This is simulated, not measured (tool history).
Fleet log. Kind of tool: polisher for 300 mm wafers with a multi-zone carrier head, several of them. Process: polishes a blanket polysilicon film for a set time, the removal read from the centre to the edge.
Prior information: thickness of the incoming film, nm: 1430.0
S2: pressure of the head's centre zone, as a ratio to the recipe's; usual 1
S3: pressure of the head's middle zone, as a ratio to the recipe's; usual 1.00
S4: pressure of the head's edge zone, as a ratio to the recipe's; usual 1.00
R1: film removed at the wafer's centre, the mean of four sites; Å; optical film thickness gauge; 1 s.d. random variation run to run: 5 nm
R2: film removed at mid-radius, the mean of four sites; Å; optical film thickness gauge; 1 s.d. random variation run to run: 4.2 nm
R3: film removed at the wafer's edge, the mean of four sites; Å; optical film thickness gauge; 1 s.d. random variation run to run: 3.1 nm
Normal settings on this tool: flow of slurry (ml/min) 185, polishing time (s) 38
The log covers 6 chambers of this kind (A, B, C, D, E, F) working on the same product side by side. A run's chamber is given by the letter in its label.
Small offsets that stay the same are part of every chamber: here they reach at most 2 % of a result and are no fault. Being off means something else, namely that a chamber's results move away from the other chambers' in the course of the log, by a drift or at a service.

run 1C day=0.133 | flow_of_slurry_(ml/min)=185 S2=1 S3=1.00 S4=1.00 polishing_time_(s)=38 | R1=3403.2 R2=3365.7 R3=3401.2
-- day=0.162 chamber E: worn pad replaced by a new one
run 2F day=0.279 | flow_of_slurry_(ml/min)=185 S2=1 S3=1.00 S4=1.00 polishing_time_(s)=38 | R1=3333.8 R2=3387.0 R3=3383.9
run 3E day=0.471 | flow_of_slurry_(ml/min)=185 S2=1 S3=1.00 S4=1.00 polishing_time_(s)=38 | R1=3352.9 R2=3406.3 R3=3352.3
run 4D day=0.596 | flow_of_slurry_(ml/min)=185 S2=1 S3=1.00 S4=1.00 polishing_time_(s)=38 | R1=3373.1 R2=3349.1 R3=3374.0
-- day=0.675 chamber F: worn pad replaced by a new one
-- day=0.704 chamber C: worn pad replaced by a new one
run 5A day=0.746 | flow_of_slurry_(ml/min)=185 S2=1 S3=1.00 S4=1.00 polishing_time_(s)=33 | R1=2907.9 R2=2935.8 R3=2879.6
-- day=0.917 chamber A: worn pad replaced by a new one
run 6B day=0.950 | flow_of_slurry_(ml/min)=185 S2=1 S3=1.00 S4=1.00 polishing_time_(s)=33 | R1=2925.3 R2=2990.6 R3=2937.7
run 7E day=1.133 | flow_of_slurry_(ml/min)=185 S2=1 S3=1.00 S4=1.00 polishing_time_(s)=33 | R1=2892.9 R2=2948.9 R3=2906.5
run 8C day=1.267 | flow_of_slurry_(ml/min)=185 S2=1 S3=1.00 S4=1.00 polishing_time_(s)=33 | R1=2969.0 R2=2942.6 R3=2945.3
run 9B day=1.462 | flow_of_slurry_(ml/min)=185 S2=1 S3=1.00 S4=1.00 polishing_time_(s)=33 | R1=2903.9 R2=2996.1 R3=2957.7
run 10F day=1.579 | flow_of_slurry_(ml/min)=185 S2=1 S3=1.00 S4=1.00 polishing_time_(s)=33 | R1=2876.4 R2=2955.2 R3=2892.9
run 11D day=1.742 | flow_of_slurry_(ml/min)=185 S2=1 S3=1.00 S4=1.00 polishing_time_(s)=38 | R1=3351.3 R2=3378.2 R3=3387.2
run 12A day=1.921 | flow_of_slurry_(ml/min)=185 S2=1 S3=1.00 S4=1.00 polishing_time_(s)=38 | R1=3347.2 R2=3379.8 R3=3324.5
run 13B day=2.012 | flow_of_slurry_(ml/min)=185 S2=1 S3=1.00 S4=1.00 polishing_time_(s)=38 | R1=3348.9 R2=3421.8 R3=3426.3
-- day=2.142 chamber A: worn pad replaced by a new one
run 14E day=2.154 | flow_of_slurry_(ml/min)=185 S2=1 S3=1.00 S4=1.00 polishing_time_(s)=38 | R1=3303.7 R2=3457.6 R3=3410.0
run 15C day=2.325 | flow_of_slurry_(ml/min)=185 S2=1 S3=1.00 S4=1.00 polishing_time_(s)=38 | R1=3358.1 R2=3431.0 R3=3452.0
-- day=2.429 chamber C: centre zone pressure recalibrated
-- day=2.467 chamber B: worn pad replaced by a new one
run 16F day=2.504 | flow_of_slurry_(ml/min)=185 S2=1 S3=1.00 S4=1.00 polishing_time_(s)=45 | R1=4004.6 R2=3975.9 R3=4026.4
run 17A day=2.700 | flow_of_slurry_(ml/min)=185 S2=1 S3=1.00 S4=1.00 polishing_time_(s)=45 | R1=3912.2 R2=3957.9 R3=3874.3
run 18D day=2.862 | flow_of_slurry_(ml/min)=185 S2=1 S3=1.00 S4=1.00 polishing_time_(s)=45 | R1=3976.0 R2=3908.4 R3=3955.4
run 19E day=2.988 | flow_of_slurry_(ml/min)=185 S2=1 S3=1.00 S4=1.00 polishing_time_(s)=45 | R1=3980.6 R2=4008.9 R3=3993.5
-- day=3.079 chamber E: worn pad replaced by a new one
run 20F day=3.146 | flow_of_slurry_(ml/min)=185 S2=1 S3=1.00 S4=1.00 polishing_time_(s)=45 | R1=4002.6 R2=4004.4 R3=3968.9
-- day=3.258 chamber D: worn pad replaced by a new one
run 21D day=3.317 | flow_of_slurry_(ml/min)=185 S2=1 S3=1.00 S4=1.00 polishing_time_(s)=45 | R1=3890.6 R2=4002.2 R3=3959.3
run 22A day=3.512 | flow_of_slurry_(ml/min)=185 S2=1 S3=1.00 S4=1.00 polishing_time_(s)=38 | R1=3264.1 R2=3186.8 R3=3231.9
-- day=3.562 chamber A: worn pad replaced by a new one
run 23B day=3.612 | flow_of_slurry_(ml/min)=185 S2=1 S3=1.00 S4=1.00 polishing_time_(s)=38 | R1=3455.1 R2=3347.8 R3=3401.1
run 24C day=3.708 | flow_of_slurry_(ml/min)=165 S2=1 S3=1.00 S4=1.11 polishing_time_(s)=38 | R1=3245.4 R2=3260.9 R3=3477.4
run 25C day=3.867 | flow_of_slurry_(ml/min)=165 S2=1 S3=1.00 S4=1.11 polishing_time_(s)=38 | R1=3296.1 R2=3283.0 R3=3559.2
-- day=3.879 chamber C: worn pad replaced by a new one
run 26F day=4.050 | flow_of_slurry_(ml/min)=165 S2=1 S3=1.00 S4=1.11 polishing_time_(s)=38 | R1=3253.8 R2=3309.9 R3=3529.6
run 27E day=4.200 | flow_of_slurry_(ml/min)=165 S2=1 S3=1.00 S4=1.11 polishing_time_(s)=38 | R1=3187.4 R2=3372.5 R3=3494.7
run 28A day=4.375 | flow_of_slurry_(ml/min)=165 S2=1 S3=1.00 S4=1.11 polishing_time_(s)=38 | R1=3153.9 R2=3137.2 R3=3323.5
run 29D day=4.483 | flow_of_slurry_(ml/min)=165 S2=1 S3=1.00 S4=1.11 polishing_time_(s)=38 | R1=3253.0 R2=3372.7 R3=3531.5
run 30B day=4.633 | flow_of_slurry_(ml/min)=185 S2=1 S3=1.00 S4=1.00 polishing_time_(s)=38 | R1=3433.3 R2=3366.8 R3=3375.5
-- day=4.692 chamber B: slurry nozzle cleaned
run 31C day=4.754 | flow_of_slurry_(ml/min)=185 S2=1 S3=1.00 S4=1.00 polishing_time_(s)=38 | R1=3368.5 R2=3476.8 R3=3345.6
-- day=4.771 chamber A: worn pad replaced by a new one
run 32B day=4.904 | flow_of_slurry_(ml/min)=185 S2=1 S3=1.00 S4=1.00 polishing_time_(s)=38 | R1=3355.7 R2=3392.2 R3=3466.0
run 33D day=5.021 | flow_of_slurry_(ml/min)=185 S2=1 S3=1.00 S4=1.00 polishing_time_(s)=38 | R1=3295.0 R2=3405.6 R3=3429.0
-- day=5.046 chamber F: worn pad replaced by a new one
run 34A day=5.162 | flow_of_slurry_(ml/min)=185 S2=1 S3=1.00 S4=1.00 polishing_time_(s)=38 | R1=3050.0 R2=3132.5 R3=3209.0
run 35F day=5.362 | flow_of_slurry_(ml/min)=185 S2=1 S3=1.00 S4=1.00 polishing_time_(s)=38 | R1=3315.2 R2=3334.9 R3=3349.6
-- day=5.550 chamber E: worn pad replaced by a new one
run 36E day=5.554 | flow_of_slurry_(ml/min)=185 S2=1 S3=1.00 S4=1.00 polishing_time_(s)=38 | R1=3324.8 R2=3406.3 R3=3314.7
run 37F day=5.692 | flow_of_slurry_(ml/min)=185 S2=1 S3=1.00 S4=1.00 polishing_time_(s)=38 | R1=3304.8 R2=3372.9 R3=3362.2
run 38C day=5.825 | flow_of_slurry_(ml/min)=185 S2=1 S3=1.00 S4=1.00 polishing_time_(s)=38 | R1=3318.2 R2=3341.7 R3=3379.7
run 39E day=5.938 | flow_of_slurry_(ml/min)=185 S2=1 S3=1.09 S4=0.90 polishing_time_(s)=38 | R1=3310.3 R2=3772.5 R3=3184.1
-- day=6.008 chamber A: worn pad replaced by a new one
run 40A day=6.100 | flow_of_slurry_(ml/min)=185 S2=1 S3=1.09 S4=0.90 polishing_time_(s)=38 | R1=3151.7 R2=3334.3 R3=2935.7
run 41D day=6.246 | flow_of_slurry_(ml/min)=185 S2=1 S3=1.09 S4=0.90 polishing_time_(s)=38 | R1=3321.8 R2=3620.1 R3=3192.5

Next, every chamber runs the same settings. What will each give?
run 42A day=6.388 | flow_of_slurry_(ml/min)=185 S2=1 S3=1.00 S4=1.00 polishing_time_(s)=38 | R1=? R2=? R3=?
run 42B day=6.388 | flow_of_slurry_(ml/min)=185 S2=1 S3=1.00 S4=1.00 polishing_time_(s)=38 | R1=? R2=? R3=?
run 42C day=6.388 | flow_of_slurry_(ml/min)=185 S2=1 S3=1.00 S4=1.00 polishing_time_(s)=38 | R1=? R2=? R3=?
run 42D day=6.388 | flow_of_slurry_(ml/min)=185 S2=1 S3=1.00 S4=1.00 polishing_time_(s)=38 | R1=? R2=? R3=?
run 42E day=6.388 | flow_of_slurry_(ml/min)=185 S2=1 S3=1.00 S4=1.00 polishing_time_(s)=38 | R1=? R2=? R3=?
run 42F day=6.388 | flow_of_slurry_(ml/min)=185 S2=1 S3=1.00 S4=1.00 polishing_time_(s)=38 | R1=? R2=? R3=?

run=42A R1=3102.7 R2=3075.3 R3=3129.8
run=42B R1=3406.4 R2=3387.7 R3=3435.5
run=42C R1=3250.6 R2=3346.2 R3=3392.3
run=42D R1=3303.0 R2=3357.9 R3=3338.0
run=42E R1=3392.3 R2=3397.9 R3=3384.2
run=42F R1=3279.8 R2=3345.8 R3=3422.5
